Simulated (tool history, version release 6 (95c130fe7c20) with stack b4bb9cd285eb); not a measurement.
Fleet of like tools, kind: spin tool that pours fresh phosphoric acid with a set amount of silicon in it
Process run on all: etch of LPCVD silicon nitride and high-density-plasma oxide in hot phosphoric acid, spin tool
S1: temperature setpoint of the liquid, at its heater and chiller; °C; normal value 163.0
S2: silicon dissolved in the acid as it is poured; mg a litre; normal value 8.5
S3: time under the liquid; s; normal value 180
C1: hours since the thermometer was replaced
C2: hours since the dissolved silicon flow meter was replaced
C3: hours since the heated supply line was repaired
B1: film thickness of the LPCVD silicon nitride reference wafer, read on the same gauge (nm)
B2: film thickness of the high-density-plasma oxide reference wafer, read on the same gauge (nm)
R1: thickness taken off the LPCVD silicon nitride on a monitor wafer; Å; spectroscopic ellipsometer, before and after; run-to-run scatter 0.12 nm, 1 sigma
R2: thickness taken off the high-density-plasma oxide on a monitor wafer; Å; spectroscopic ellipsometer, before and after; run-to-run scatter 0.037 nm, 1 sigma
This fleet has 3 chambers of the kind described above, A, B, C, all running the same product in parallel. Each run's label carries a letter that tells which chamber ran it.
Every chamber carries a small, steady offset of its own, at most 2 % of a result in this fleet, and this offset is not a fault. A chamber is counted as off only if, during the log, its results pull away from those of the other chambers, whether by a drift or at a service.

run   hour     S1    S2   S3      C1      C2      C3      B1      B2      R1       R2
 1B    6.8  163.0   8.5  180  2137.4   499.1   155.5  30.030  149.98  169.82   9.5019
 2C   18.2  163.0   8.5  180  1267.9  2109.9  1505.7  29.978  150.00  173.49   9.0181
 3A   29.3  163.0   8.5  180  1106.7  1280.5   630.6  29.987  150.02  172.29   8.6859
 4C   35.8  163.0   8.5  180  1285.5  2127.5  1523.3  30.043  149.99  173.49   9.3652
 5A   47.7  163.0   8.5  180  1125.1  1298.9   649.0  30.015  150.01  166.48   9.8248
      54.5  -- chamber C: dissolved silicon flow meter replaced
 6B   56.4  163.0   8.5  180  2187.0   548.7   205.1  29.997  150.00  172.02   9.4340
 7C   66.1  160.5   3.0  180  1315.8    11.7  1553.6  29.988  149.99  160.24   9.5583
 8B   76.5  160.5   3.0  180  2207.1   568.8   225.2  29.981  150.00  156.35   9.0326
 9A   83.4  160.5   3.0  180  1160.8  1334.6   684.7  30.028  150.01  159.57   8.9988
10A   90.6  163.0   8.5  180  1168.0  1341.8   691.9  30.017  149.99  172.97   9.4051
11C  104.0  163.0   8.5  180  1353.7    49.6  1591.5  30.023  149.98  171.37   9.1511
12B  111.0  163.0   8.5  180  2241.6   603.3   259.7  30.005  150.00  169.51   9.2371
13B  123.9  163.0   8.5  180  2254.5   616.2   272.6  30.021  150.00  171.03   9.1625
14C  131.7  163.0   8.5  180  1381.4    77.3  1619.2  29.980  150.00  172.07  10.0010
15A  142.5  163.0  14.0  180  1219.9  1393.7   743.8  30.010  150.00  174.55   8.8891
     144.3  -- chamber C: thermometer replaced
16C  154.1  163.0  14.0  180     9.9    99.7  1641.6  29.993  150.02  171.68   8.3014
17A  161.5  163.0  14.0  180  1238.9  1412.7   762.8  29.984  150.01  175.24   8.5277
18B  174.6  163.0   8.5  180  2305.2   666.9   323.3  30.000  149.99  169.41   9.6776
19B  184.1  163.0   8.5  180  2314.7   676.4   332.8  29.992  149.98  170.97   9.8473
20C  194.8  163.0   8.5  180    50.6   140.4  1682.3  30.035  149.99  171.66   9.1155
21A  201.9  163.0   8.5  180  1279.3  1453.1   803.2  30.022  150.01  177.54  10.3350
22A  208.7  163.0   8.5  180  1286.1  1459.9   810.0  30.008  150.00  176.57  11.1500
23B  216.7  165.0   8.5  180  2347.3   709.0   365.4  29.995  149.99  182.32  11.6300
24C  229.2  165.0   8.5  180    85.0   174.8  1716.7  29.995  150.00  183.46  10.6180
25B  239.3  165.0   8.5  180  2369.9   731.6   388.0  29.958  150.00  181.26  11.0560

One chamber off, gauge drift, or nothing amiss beyond the chambers' own small offsets? If it is a chamber, which one, and what is the likeliest cause?

One chamber, A, drifts off from the rest bit by bit.
Likeliest cause: liquid hotter than its thermometer reads (K) = 2.21.

Here are 4 candidates for chamber A's next run, each the usual settings with a change, their results left as question marks. Which one brings its results back in line with what the others give on the usual settings?
In-line tolerance around the mean of the other chambers on the usual settings: R1 4.20 Å; R2 1.3000 Å
26A-1  249.0  162.5   9.5  180                       ?   ?
26A-2  249.0  164.0   6.0  185                       ?   ?
26A-3  249.0  163.5   7.5  180                       ?   ?
26A-4  249.0  162.0  11.0  175                       ?   ?

Other chambers, usual settings, mean: R1 171.36 Å; R2 9.4347 Å
  run      R1       R2
26A-1  178.67  10.1360
26A-2  192.88  12.5040
26A-3  184.63  11.3760
26A-4  170.87   9.1895
26A-4 is the one that brings the chamber's results back in line with the other chambers.

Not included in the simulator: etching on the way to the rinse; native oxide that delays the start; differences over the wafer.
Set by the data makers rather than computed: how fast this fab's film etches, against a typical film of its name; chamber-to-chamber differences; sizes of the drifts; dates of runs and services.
